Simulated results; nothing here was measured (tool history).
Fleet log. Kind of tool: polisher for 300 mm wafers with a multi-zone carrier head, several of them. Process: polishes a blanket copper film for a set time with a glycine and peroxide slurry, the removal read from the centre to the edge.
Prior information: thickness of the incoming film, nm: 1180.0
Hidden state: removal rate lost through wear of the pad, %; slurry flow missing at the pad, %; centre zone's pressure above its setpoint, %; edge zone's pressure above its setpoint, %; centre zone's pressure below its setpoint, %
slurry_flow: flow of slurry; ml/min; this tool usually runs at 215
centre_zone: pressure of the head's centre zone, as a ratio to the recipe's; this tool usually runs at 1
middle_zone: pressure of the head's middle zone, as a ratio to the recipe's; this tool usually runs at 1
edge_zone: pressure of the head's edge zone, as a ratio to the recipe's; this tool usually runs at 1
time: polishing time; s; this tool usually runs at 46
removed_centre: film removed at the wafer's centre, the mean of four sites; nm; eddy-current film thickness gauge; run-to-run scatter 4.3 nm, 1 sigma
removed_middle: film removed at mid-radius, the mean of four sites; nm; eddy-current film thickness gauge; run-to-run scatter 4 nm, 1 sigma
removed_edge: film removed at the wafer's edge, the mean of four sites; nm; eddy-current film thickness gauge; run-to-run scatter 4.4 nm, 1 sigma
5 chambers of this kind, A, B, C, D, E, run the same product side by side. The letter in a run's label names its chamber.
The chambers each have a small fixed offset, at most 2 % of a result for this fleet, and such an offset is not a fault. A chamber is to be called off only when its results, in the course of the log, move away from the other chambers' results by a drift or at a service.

run	hour	slurry_flow	centre_zone	middle_zone	edge_zone	time	wafers polished on this pad	hours since the slurry nozzle was cleaned	hours since the centre zone pressure was calibrated	hours since the edge zone pressure was calibrated	removed_centre	removed_middle	removed_edge
# hour 2.1: chamber A: edge zone pressure recalibrated
1C	10.4	215	1	1	1	46	351	466	366.9	75.9	328.08	324.79	329.06
# hour 21.6: chamber A: worn pad replaced by a new one
2D	22.5	215	1	1	1	46	639	215.9	1212.2	649.9	324.71	333.39	329.35
# hour 31.2: chamber E: slurry nozzle cleaned
3A	32.1	215	1	1	1	46	103	155.7	1013.3	30.1	327.72	325.22	324.78
# hour 42.1: chamber C: worn pad replaced by a new one
4B	42.9	215	1	1	1	46	970	186	359.1	700.8	328.46	322.53	330.12
# hour 49.6: chamber B: worn pad replaced by a new one
5E	53.4	215	1	1	1	46	602	22.2	236.4	140.9	337.77	330.6	316.02
6E	60	215	1	1	1	46	667	28.8	243	147.5	334.6	332.53	327.94
7A	70.3	215	1	1	1	46	477	193.9	1051.5	68.3	331.53	329.84	321.71
# hour 75.5: chamber C: slurry nozzle cleaned
8C	76.5	215	1	1	1	46	337	1.1	433	142	326.46	325.02	324.18
9D	87.2	170	1	1	0.91	46	1273	280.6	1276.9	714.6	299.7	306.95	299.12
10B	93.7	170	1	1	0.91	46	433	236.8	409.9	751.6	320.62	309.82	302.96
# hour 98.4: chamber C: centre zone pressure recalibrated
11D	102.1	170	1	1	0.91	46	1419	295.5	1291.8	729.5	305.35	312.83	304.76
# hour 108.2: chamber A: worn pad replaced by a new one
12C	111.8	170	1	1	0.91	46	683	36.4	13.4	177.3	325.16	319.88	298.78
# hour 115.3: chamber C: worn pad replaced by a new one
13E	117.8	170	1	1	0.91	46	1233	86.6	300.8	205.3	316.26	309.49	311.45
# hour 122.1: chamber B: edge zone pressure recalibrated
14A	127.2	215	1	1	1	46	186	250.8	1108.4	125.2	322	327.13	330.75
15B	139.6	215	1	1	1	46	883	282.7	455.8	17.6	322.97	320.61	326.84
# hour 141.5: chamber E: worn pad replaced by a new one
# hour 146.9: chamber E: centre zone pressure recalibrated
# hour 149.7: chamber D: centre zone pressure recalibrated
16E	151.7	215	1	1	1	46	100	120.5	4.8	239.2	333.78	328.62	324.5
17C	163.9	215	1	1	1	46	476	88.5	65.5	229.4	326.44	333.62	322.06
# hour 165.7: chamber A: centre zone pressure recalibrated
# hour 175.8: chamber B: worn pad replaced by a new one
18D	177	215	1	1	1	46	2154	370.4	27.3	804.4	308.39	311.63	307.86
19B	186.3	215	1	1	1	36	103	329.4	502.5	64.3	254.95	254.64	260.23
20A	194.8	215	1	1	1	36	849	318.4	29.2	192.8	252.63	260	254.41
# hour 196.4: chamber C: worn pad replaced by a new one
# hour 199.5: chamber A: worn pad replaced by a new one
21A	205.9	215	1	1	1	36	62	329.5	40.3	203.9	258.08	258	257.83
22E	211.6	215	1	1	1	36	687	180.4	64.7	299.1	260.81	255.02	254.77
23D	219	215	1	1	1	36	2566	412.4	69.3	846.4	237	245.33	240.84
24B	231.9	215	1	1	1	51	550	375	548.1	109.9	360.34	355.67	369.51
25C	240.8	215	1	1	1	51	436	165.4	142.4	306.3	360.03	364.88	355.91
26E	250.4	215	1	1	1	51	1068	219.2	103.5	337.9	371.66	368.25	367.79
# hour 252.5: chamber B: slurry nozzle cleaned
27D	256.8	215	1	1	1	51	2936	450.2	107.1	884.2	335.59	337.58	334.44
# hour 258.9: chamber C: worn pad replaced by a new one
28C	264.3	215	1	1	1	51	53	188.9	165.9	329.8	357.35	355.31	360.13
29B	273.2	215	1	1	1	46	955	20.7	589.4	151.2	320.92	324.35	328.88
# hour 281.5: chamber E: worn pad replaced by a new one
30A	285	215	1	1	1	46	838	408.6	119.4	283	337.97	332.04	328.27
# hour 287.9: chamber A: worn pad replaced by a new one
31A	292.7	215	1	1	1	46	47	416.3	127.1	290.7	330.7	326.56	331.63
# hour 304.6: chamber E: edge zone pressure recalibrated
32B	305.3	215	1	1	1	46	1270	52.8	621.5	183.3	323.37	325.52	326.96
33D	315.8	215	1	1	1	46	3515	509.2	166.1	943.2	296.78	299.71	294.75
34E	322.9	215	1	1	1	46	406	291.7	176	18.3	337.92	331.15	329.74
35C	331.7	215	1	1	1	46	714	256.3	233.3	397.2	329.37	331.58	328.02
# hour 336.6: chamber C: worn pad replaced by a new one
36D	341	215	1	1	1	46	3762	534.4	191.3	968.4	293.29	291.54	286.5
37C	353.9	215	1	1	1	46	170	278.5	255.5	419.4	329.14	331.41	327.08

Next, every chamber runs the same settings. What will each give?
38A	363.3	215	1	1	1	46					?	?	?
38B	363.3	215	1	1	1	46					?	?	?
38C	363.3	215	1	1	1	46					?	?	?
38D	363.3	215	1	1	1	46					?	?	?
38E	363.3	215	1	1	1	46					?	?	?

run	removed_centre	removed_middle	removed_edge
38A	333.23	327.63	319.65
38B	328.48	324.06	315.02
38C	322.78	327.51	324.22
38D	286.96	297.75	294.55
38E	334.51	330.63	328.27
